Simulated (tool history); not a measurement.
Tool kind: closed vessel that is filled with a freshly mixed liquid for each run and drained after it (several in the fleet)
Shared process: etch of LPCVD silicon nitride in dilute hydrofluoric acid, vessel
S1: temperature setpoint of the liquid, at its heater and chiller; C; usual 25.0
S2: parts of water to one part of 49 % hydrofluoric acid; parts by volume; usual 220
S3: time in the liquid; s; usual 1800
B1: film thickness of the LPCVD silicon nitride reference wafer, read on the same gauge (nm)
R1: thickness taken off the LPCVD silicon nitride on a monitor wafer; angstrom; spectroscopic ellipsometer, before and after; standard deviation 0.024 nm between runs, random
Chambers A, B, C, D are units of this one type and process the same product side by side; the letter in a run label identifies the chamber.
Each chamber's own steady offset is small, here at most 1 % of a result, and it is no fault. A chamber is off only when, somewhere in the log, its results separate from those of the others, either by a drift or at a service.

| run | hour | S1 | S2 | S3 | B1 | R1 |
|---|---|---|---|---|---|---|
| 1B | 9.5 | 25.0 | 220 | 1800 | 60.038 | 49.695 |
| 2C | 14.2 | 25.0 | 220 | 1800 | 60.028 | 50.173 |
| 3A | 22.8 | 25.0 | 220 | 1800 | 59.969 | 50.034 |
| 4D | 31.4 | 25.0 | 220 | 1800 | 60.012 | 50.089 |
| 5D | 39.9 | 25.0 | 220 | 1800 | 59.998 | 50.177 |
| 6A | 44.9 | 28.5 | 300 | 1800 | 60.001 | 45.011 |
|  | 46.6 | chamber D: thermometer replaced |
| 7B | 52.8 | 28.5 | 300 | 1800 | 59.982 | 45.579 |
| 8C | 58.3 | 28.5 | 300 | 1800 | 60.014 | 45.266 |
| 9B | 64.2 | 28.5 | 300 | 1800 | 60.024 | 45.340 |
| 10A | 71.2 | 25.0 | 220 | 1800 | 59.995 | 50.173 |
| 11C | 79.6 | 25.0 | 220 | 1800 | 60.002 | 50.129 |
| 12D | 88.2 | 25.0 | 220 | 1800 | 60.006 | 50.153 |
| 13C | 93.2 | 25.0 | 220 | 1800 | 60.035 | 49.802 |
| 14D | 97.9 | 25.0 | 220 | 1800 | 60.017 | 50.353 |
| 15A | 105.8 | 25.0 | 220 | 2790 | 59.985 | 77.441 |
| 16B | 110.3 | 25.0 | 220 | 2790 | 60.020 | 76.917 |
| 17D | 117.6 | 25.0 | 220 | 2790 | 60.037 | 78.367 |
| 18C | 125.1 | 25.0 | 220 | 2790 | 59.967 | 76.708 |
| 19A | 130.5 | 25.0 | 220 | 1800 | 60.011 | 49.864 |
| 20B | 139.1 | 25.0 | 220 | 1800 | 59.977 | 50.098 |
| 21A | 147.9 | 25.0 | 220 | 1800 | 60.026 | 50.086 |
| 22C | 153.6 | 25.0 | 220 | 1800 | 59.999 | 50.007 |
| 23B | 158.8 | 25.0 | 220 | 1800 | 60.061 | 50.015 |
|  | 168.1 | chamber D: hydrofluoric acid flow meter replaced |
| 24D | 168.7 | 25.0 | 220 | 1800 | 60.009 | 50.122 |
| 25A | 174.9 | 25.0 | 220 | 1800 | 60.009 | 49.973 |
| 26D | 182.4 | 25.0 | 220 | 1800 | 59.979 | 50.350 |
|  | 184.9 | chamber C: thermometer replaced |
| 27C | 187.7 | 25.0 | 180 | 2490 | 59.995 | 83.643 |
| 28B | 192.9 | 25.0 | 180 | 2490 | 60.026 | 84.229 |
| 29A | 202.1 | 25.0 | 180 | 2490 | 59.992 | 84.879 |
| 30D | 207.9 | 25.0 | 180 | 2490 | 59.996 | 84.752 |
| 31B | 215.8 | 25.0 | 220 | 1800 | 60.018 | 49.944 |
| 32C | 225.0 | 25.0 | 220 | 1800 | 60.011 | 49.380 |
| 33B | 234.9 | 27.5 | 220 | 880 | 59.999 | 28.745 |
|  | 235.0 | chamber C: hydrofluoric acid flow meter replaced |
| 34D | 241.7 | 27.5 | 220 | 880 | 60.000 | 28.446 |
| 35C | 251.3 | 27.5 | 220 | 880 | 60.014 | 28.653 |
| 36A | 260.3 | 27.5 | 220 | 880 | 59.953 | 28.637 |
| 37D | 269.5 | 25.0 | 220 | 1800 | 60.023 | 50.743 |
| 38B | 279.5 | 25.0 | 220 | 1800 | 60.029 | 49.917 |
| 39A | 289.3 | 25.0 | 145 | 1800 | 60.024 | 76.561 |
| 40C | 295.3 | 25.0 | 145 | 1800 | 60.006 | 75.667 |
| 41D | 302.1 | 25.0 | 145 | 1800 | 59.984 | 75.548 |
| 42B | 309.8 | 25.0 | 145 | 1800 | 60.030 | 75.176 |
| 43A | 315.0 | 25.0 | 220 | 1800 | 59.974 | 50.050 |

For the next run the whole fleet of 4 chambers uses the same settings. Give each chamber's results:
| 44A | 322.4 | 25.0 | 220 | 1285 |  | ? |
| 44B | 322.4 | 25.0 | 220 | 1285 |  | ? |
| 44C | 322.4 | 25.0 | 220 | 1285 |  | ? |
| 44D | 322.4 | 25.0 | 220 | 1285 |  | ? |

| run | R1 |
|---|---|
| 44A | 35.758 |
| 44B | 35.894 |
| 44C | 35.890 |
| 44D | 35.609 |
